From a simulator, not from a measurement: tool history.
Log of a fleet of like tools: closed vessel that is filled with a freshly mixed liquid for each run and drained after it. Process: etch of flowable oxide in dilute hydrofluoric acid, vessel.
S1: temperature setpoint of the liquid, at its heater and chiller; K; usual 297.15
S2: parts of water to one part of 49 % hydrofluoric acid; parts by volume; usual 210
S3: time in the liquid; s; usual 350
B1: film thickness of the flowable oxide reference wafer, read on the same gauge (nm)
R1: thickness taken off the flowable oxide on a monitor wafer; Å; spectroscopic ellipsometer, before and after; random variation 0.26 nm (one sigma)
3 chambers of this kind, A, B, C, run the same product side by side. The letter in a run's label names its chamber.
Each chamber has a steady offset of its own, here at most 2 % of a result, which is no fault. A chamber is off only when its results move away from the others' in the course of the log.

run,hour,S1,S2,S3,B1,R1
1B,12.1,297.15,210,350,39.986,394.79
2A,27.9,297.15,210,350,40.022,397.12
3C,41.7,297.15,210,350,39.997,402.33
4B,55.6,297.15,210,350,40.033,393.16
5A,69.3,297.15,210,350,39.991,392.32
6C,77.2,297.15,210,350,39.997,401.64
7A,89.9,297.15,210,350,40.008,389.49
8C,102.8,297.15,210,350,40.003,407.36
9B,118.6,297.15,210,350,40.045,400.26
10A,133.2,297.15,210,350,40.025,392.01
11C,147.0,297.15,210,350,40.013,414.06
12B,158.7,297.15,135,165,39.959,312.19
13C,173.6,297.15,135,165,39.969,328.24
14B,183.6,297.15,135,165,40.011,314.95
15A,192.0,297.15,210,350,39.973,397.59
16B,207.6,297.15,210,350,39.988,391.91
17C,216.3,297.15,210,350,40.004,416.58
18A,230.2,297.15,210,350,40.005,396.29
19C,238.0,297.15,210,350,39.999,416.10
20B,253.7,297.15,210,350,40.022,390.69
21A,261.3,297.15,210,350,40.011,393.52
22C,272.5,297.15,210,350,40.006,418.44
23B,286.4,297.15,210,350,39.976,396.35
24A,293.5,297.15,210,350,39.996,388.21

All 3 chambers run these settings next. Forecast each chamber's results:
25A,304.9,297.15,210,350,,?
25B,304.9,297.15,210,350,,?
25C,304.9,297.15,210,350,,?

run,R1
25A,396.35
25B,396.97
25C,418.60
